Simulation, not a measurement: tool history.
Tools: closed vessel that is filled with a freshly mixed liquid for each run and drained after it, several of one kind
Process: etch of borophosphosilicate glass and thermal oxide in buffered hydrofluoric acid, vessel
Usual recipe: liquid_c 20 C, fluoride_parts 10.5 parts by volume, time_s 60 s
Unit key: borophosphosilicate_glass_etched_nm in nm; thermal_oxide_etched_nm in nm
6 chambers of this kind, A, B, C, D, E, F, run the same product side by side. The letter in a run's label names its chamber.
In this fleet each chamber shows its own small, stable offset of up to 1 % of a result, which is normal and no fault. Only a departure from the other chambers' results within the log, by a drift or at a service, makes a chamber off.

run	hour	liquid_c	fluoride_parts	time_s	hours since the thermometer was replaced	hours since the hydrofluoric acid flow meter was replaced	read-back film thickness of the borophosphosilicate glass reference wafer, read on the same gauge (nm)	read-back film thickness of the thermal oxide reference wafer, read on the same gauge (nm)	borophosphosilicate_glass_etched_nm	thermal_oxide_etched_nm
1F	7.4	20	10.5	60	488.2	81.4	140.03	99.986	56.904	54.847
2C	16.7	20	10.5	60	1653.9	1103.8	139.96	100.010	56.561	55.069
3B	25.9	20	10.5	60	171.6	1139.6	140.04	99.993	57.286	55.150
4A	34.1	20	10.5	60	1312.6	584.4	140.04	99.996	56.758	53.429
5D	45.2	20	10.5	60	229.3	1536.7	140.00	99.926	57.512	53.966
6E	52.3	20	10.5	60	481.3	891.5	140.01	100.050	57.436	53.314
7A	58.4	20	10.5	60	1336.9	608.7	140.02	99.968	57.041	53.973
8E	63.6	20	10.5	60	492.6	902.8	140.03	100.020	57.357	54.572
9F	74.1	20	10.5	60	554.9	148.1	140.01	100.000	57.305	55.297
10B	79.2	20	10.5	60	224.9	1192.9	140.02	99.965	56.948	54.564
11D	90.5	20	10.5	60	274.6	1582.0	140.01	99.982	57.684	54.971
12C	98.5	20	10.5	60	1735.7	1185.6	140.02	100.010	56.740	54.082
13F	107.0	20	10.5	60	587.8	181.0	139.98	99.963	57.093	54.641
14E	114.4	20	10.5	60	543.4	953.6	139.98	99.993	57.024	53.482
# hour 120.8: chamber F: thermometer replaced
15B	121.8	20	10.5	60	267.5	1235.5	140.02	100.020	56.471	53.758
16D	131.8	20	10.5	60	315.9	1623.3	139.98	99.987	57.028	54.145
17A	138.0	20	10.5	60	1416.5	688.3	140.00	100.010	56.694	53.734
18C	148.7	20	10.5	60	1785.9	1235.8	140.00	99.962	56.514	53.296
19D	155.9	20	10.5	60	340.0	1647.4	140.00	100.010	57.676	53.922
20F	163.4	20	10.5	60	42.6	237.4	139.98	99.992	57.199	54.872
# hour 167.3: chamber C: thermometer replaced
21B	169.3	20	10.5	60	315.0	1283.0	139.98	100.010	57.216	55.062
22A	174.7	20	10.5	60	1453.2	725.0	140.00	100.000	56.761	54.232
23E	185.9	20	10.5	60	614.9	1025.1	140.01	100.010	57.805	53.770
24C	193.0	20	10.5	60	25.7	1280.1	139.99	99.990	57.234	54.220
# hour 197.2: chamber E: thermometer replaced
25C	202.1	20	10.5	60	34.8	1289.2	139.97	100.020	57.039	54.723
26F	207.4	20	10.5	60	86.6	281.4	140.00	100.010	57.327	55.354
27A	213.0	20	10.5	60	1491.5	763.3	140.00	100.040	56.685	53.732
28E	223.4	20	10.5	60	26.3	1062.6	140.00	99.930	57.535	54.089
29D	231.9	20	10.5	60	416.0	1723.4	139.98	100.020	57.018	54.325
30B	238.8	20	10.5	60	384.5	1352.5	140.00	99.996	56.877	54.605
31D	246.4	20	10.5	60	430.5	1737.9	140.01	100.030	57.601	54.759
32F	253.5	20	10.5	60	132.7	327.5	139.98	99.987	57.459	54.301
33C	264.3	20	14.0	60	97.0	1351.4	139.99	100.030	43.289	40.808
34A	274.9	20	14.0	60	1553.4	825.2	140.00	100.000	42.660	41.355
35E	280.6	20	14.0	60	83.5	1119.8	140.02	99.974	43.468	40.753
36B	286.0	20	14.0	60	431.7	1399.7	140.01	99.969	43.164	41.327
37B	295.2	20	14.0	60	440.9	1408.9	140.03	99.927	42.923	40.765
38F	301.9	20	14.0	60	181.1	375.9	140.04	100.040	43.875	41.342
39D	309.3	20	10.5	60	493.4	1800.8	140.00	99.937	57.937	55.099
40A	314.3	20	10.5	60	1592.8	864.6	139.99	100.030	56.884	54.109
41E	324.5	20	10.5	60	127.4	1163.7	140.00	100.020	57.065	53.675
# hour 327.5: chamber C: hydrofluoric acid flow meter replaced
42C	331.5	20	10.5	60	164.2	4.1	140.00	100.040	57.058	54.329

Read the log: is a single chamber off, either drifting away or since a service, is the gauge that measures every chamber drifting, or is nothing wrong beyond small per-chamber offsets? Name any odd chamber and what most likely caused it.

Nothing is wrong: each chamber keeps only its own small, steady offset and the gauge holds still.
